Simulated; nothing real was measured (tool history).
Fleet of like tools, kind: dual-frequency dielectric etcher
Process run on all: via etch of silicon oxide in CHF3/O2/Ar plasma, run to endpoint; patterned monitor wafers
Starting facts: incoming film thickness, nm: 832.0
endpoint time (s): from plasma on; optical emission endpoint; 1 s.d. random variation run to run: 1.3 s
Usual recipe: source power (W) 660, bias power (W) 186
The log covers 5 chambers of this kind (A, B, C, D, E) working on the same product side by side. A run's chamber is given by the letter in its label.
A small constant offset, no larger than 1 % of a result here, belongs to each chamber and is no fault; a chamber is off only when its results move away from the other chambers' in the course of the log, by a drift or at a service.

| run | hour | source power (W) | bias power (W) | endpoint time (s) |
|---|---|---|---|---|
| 1A | 8.6 | 660 | 186 | 401.67 |
|  | 15.9 | chamber C: wet clean of the chamber |
| 2E | 17.8 | 660 | 186 | 398.76 |
| 3C | 25.5 | 660 | 186 | 400.44 |
|  | 27.5 | chamber E: wet clean of the chamber |
|  | 29.3 | chamber A: wet clean of the chamber |
| 4D | 31 | 660 | 186 | 401.98 |
| 5B | 40.5 | 660 | 186 | 403.39 |
|  | 45.5 | chamber B: bias power generator calibrated |
| 6C | 50.6 | 530 | 168 | 452.59 |
| 7A | 58.1 | 530 | 168 | 453.55 |
| 8E | 66.7 | 530 | 168 | 449.88 |
| 9D | 76 | 530 | 168 | 453.76 |
| 10B | 87.4 | 530 | 168 | 450.51 |
| 11B | 93.2 | 660 | 186 | 401.19 |
| 12E | 104.8 | 660 | 186 | 395.29 |
| 13D | 112.8 | 660 | 186 | 403.94 |
| 14A | 120.1 | 660 | 151 | 431.16 |
| 15C | 128.9 | 660 | 151 | 429.1 |
| 16D | 139.9 | 660 | 151 | 429.97 |
| 17A | 146.2 | 660 | 151 | 430.4 |
| 18C | 158.2 | 660 | 151 | 431.93 |
|  | 165.8 | chamber A: source power generator calibrated |
| 19E | 167.8 | 660 | 186 | 396.66 |
| 20B | 177 | 750 | 202 | 371.4 |
| 21D | 183 | 750 | 202 | 374.09 |
| 22E | 190.1 | 750 | 202 | 369.36 |
| 23A | 200.4 | 750 | 202 | 373.74 |
| 24C | 205.8 | 750 | 202 | 373.71 |
| 25B | 216 | 660 | 186 | 401.83 |
| 26B | 228.1 | 660 | 186 | 400.46 |
| 27D | 240.2 | 660 | 186 | 401.18 |
| 28C | 248.8 | 660 | 186 | 399.5 |
| 29A | 255.6 | 660 | 186 | 403.67 |
| 30E | 263.5 | 660 | 186 | 400.15 |
| 31B | 274 | 660 | 186 | 401.69 |
| 32C | 280.3 | 660 | 186 | 401.06 |
| 33D | 286 | 660 | 186 | 400.74 |
| 34A | 295.2 | 770 | 159 | 397.86 |
| 35E | 304 | 770 | 159 | 397.06 |
| 36D | 312.7 | 770 | 159 | 396.52 |
| 37C | 323.3 | 770 | 159 | 400.96 |

The same settings go to every chamber for the next run, one line per chamber below. Forecast the results for each:
| 38A | 332 | 660 | 229 | ? |
| 38B | 332 | 660 | 229 | ? |
| 38C | 332 | 660 | 229 | ? |
| 38D | 332 | 660 | 229 | ? |
| 38E | 332 | 660 | 229 | ? |

| run | endpoint time (s) |
|---|---|
| 38A | 375.69 |
| 38B | 374.66 |
| 38C | 373.25 |
| 38D | 374.69 |
| 38E | 368.77 |
